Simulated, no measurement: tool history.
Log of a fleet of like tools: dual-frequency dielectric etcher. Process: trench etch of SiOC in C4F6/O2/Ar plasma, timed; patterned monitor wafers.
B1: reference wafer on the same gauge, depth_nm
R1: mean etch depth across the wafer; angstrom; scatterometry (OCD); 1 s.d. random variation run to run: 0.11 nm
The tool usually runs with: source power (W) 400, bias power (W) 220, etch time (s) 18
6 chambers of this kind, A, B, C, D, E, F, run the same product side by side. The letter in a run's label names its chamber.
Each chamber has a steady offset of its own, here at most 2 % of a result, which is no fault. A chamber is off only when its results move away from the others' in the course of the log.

Run 1D, hour 8.5: usual settings; B1 35.624. Result: R1 392.22 angstrom.
Run 2B, hour 12.6: usual settings; B1 35.632. Result: R1 399.43 angstrom.
Run 3F, hour 20.4: usual settings; B1 35.617. Result: R1 397.43 angstrom.
Run 4A, hour 27.6: usual settings; B1 35.6. Result: R1 399.22 angstrom.
At hour 35.6: chamber B: bias power generator calibrated.
Run 5E, hour 36.6: usual settings; B1 35.603. Result: R1 398.02 angstrom.
Run 6C, hour 45.4: usual settings; B1 35.6. Result: R1 402.32 angstrom.
Run 7C, hour 50.7: usual settings; B1 35.58. Result: R1 402.36 angstrom.
Run 8E, hour 57.9: usual settings; B1 35.603. Result: R1 399.54 angstrom.
Run 9B, hour 62.3: usual settings; B1 35.596. Result: R1 396.87 angstrom.
Run 10A, hour 69.6: usual settings; B1 35.607. Result: R1 399.68 angstrom.
Run 11D, hour 76.9: usual settings; B1 35.594. Result: R1 392.31 angstrom.
Run 12F, hour 83.8: usual settings; B1 35.608. Result: R1 399.14 angstrom.
Run 13E, hour 90.5: usual settings; B1 35.59. Result: R1 399.23 angstrom.
Run 14F, hour 97.1: usual settings; B1 35.595. Result: R1 398.12 angstrom.
Run 15A, hour 105: usual settings; B1 35.587. Result: R1 397.52 angstrom.
Run 16B, hour 110.5: usual settings; B1 35.603. Result: R1 398.24 angstrom.
Run 17D, hour 115: usual settings; B1 35.622. Result: R1 392.39 angstrom.
Run 18C, hour 120.8: usual settings; B1 35.587. Result: R1 403.15 angstrom.
Run 19B, hour 127.4: usual settings; B1 35.606. Result: R1 396.07 angstrom.
Run 20E, hour 133.9: usual settings; B1 35.596. Result: R1 400.79 angstrom.
Run 21A, hour 142.2: usual settings; B1 35.618. Result: R1 397.44 angstrom.
Run 22F, hour 151.2: usual settings; B1 35.621. Result: R1 397.98 angstrom.
At hour 152: chamber F: wet clean of the chamber.
Run 23C, hour 157.5: usual settings; B1 35.595. Result: R1 402.65 angstrom.
Run 24D, hour 162.6: usual settings; B1 35.617. Result: R1 391.97 angstrom.
Run 25E, hour 168.4: usual settings; B1 35.595. Result: R1 399.39 angstrom.
At hour 173.7: chamber E: wet clean of the chamber.
Run 26B, hour 173.7: usual settings; B1 35.582. Result: R1 396.99 angstrom.
Run 27C, hour 180.8: usual settings; B1 35.567. Result: R1 402.53 angstrom.
Run 28F, hour 187.7: usual settings; B1 35.604. Result: R1 386.88 angstrom.
At hour 189.2: chamber A: wet clean of the chamber.
Run 29A, hour 196.1: usual settings; B1 35.605. Result: R1 398.61 angstrom.
Run 30D, hour 203.9: usual settings; B1 35.614. Result: R1 391.39 angstrom.
At hour 208: chamber C: bias power generator calibrated.
Run 31B, hour 208.6: usual settings; B1 35.561. Result: R1 397.71 angstrom.
Run 32C, hour 214.7: usual settings but etch time (s) 22; B1 35.616. Result: R1 490.77 angstrom.
Run 33E, hour 223.8: usual settings but etch time (s) 22; B1 35.599. Result: R1 487.09 angstrom.
At hour 227.1: chamber D: wet clean of the chamber.
Run 34A, hour 228.6: usual settings but etch time (s) 22; B1 35.591. Result: R1 488.7 angstrom.
Run 35D, hour 234.8: usual settings but etch time (s) 22; B1 35.592. Result: R1 480.52 angstrom.
At hour 242.3: chamber F: source power generator calibrated.
Run 36F, hour 243: usual settings but etch time (s) 22; B1 35.619. Result: R1 476.32 angstrom.
Run 37A, hour 248.5: usual settings but etch time (s) 22; B1 35.609. Result: R1 490.47 angstrom.
Run 38F, hour 253.7: usual settings; B1 35.581. Result: R1 388.31 angstrom.

For the next run the whole fleet of 6 chambers uses the same settings. Give each chamber's results:
Run 39A, hour 260.2: usual settings. Result: R1 ?.
Run 39B, hour 260.2: usual settings. Result: R1 ?.
Run 39C, hour 260.2: usual settings. Result: R1 ?.
Run 39D, hour 260.2: usual settings. Result: R1 ?.
Run 39E, hour 260.2: usual settings. Result: R1 ?.
Run 39F, hour 260.2: usual settings. Result: R1 ?.

run      R1
39A  399.35
39B  397.52
39C  401.44
39D  392.84
39E  397.68
39F  387.49

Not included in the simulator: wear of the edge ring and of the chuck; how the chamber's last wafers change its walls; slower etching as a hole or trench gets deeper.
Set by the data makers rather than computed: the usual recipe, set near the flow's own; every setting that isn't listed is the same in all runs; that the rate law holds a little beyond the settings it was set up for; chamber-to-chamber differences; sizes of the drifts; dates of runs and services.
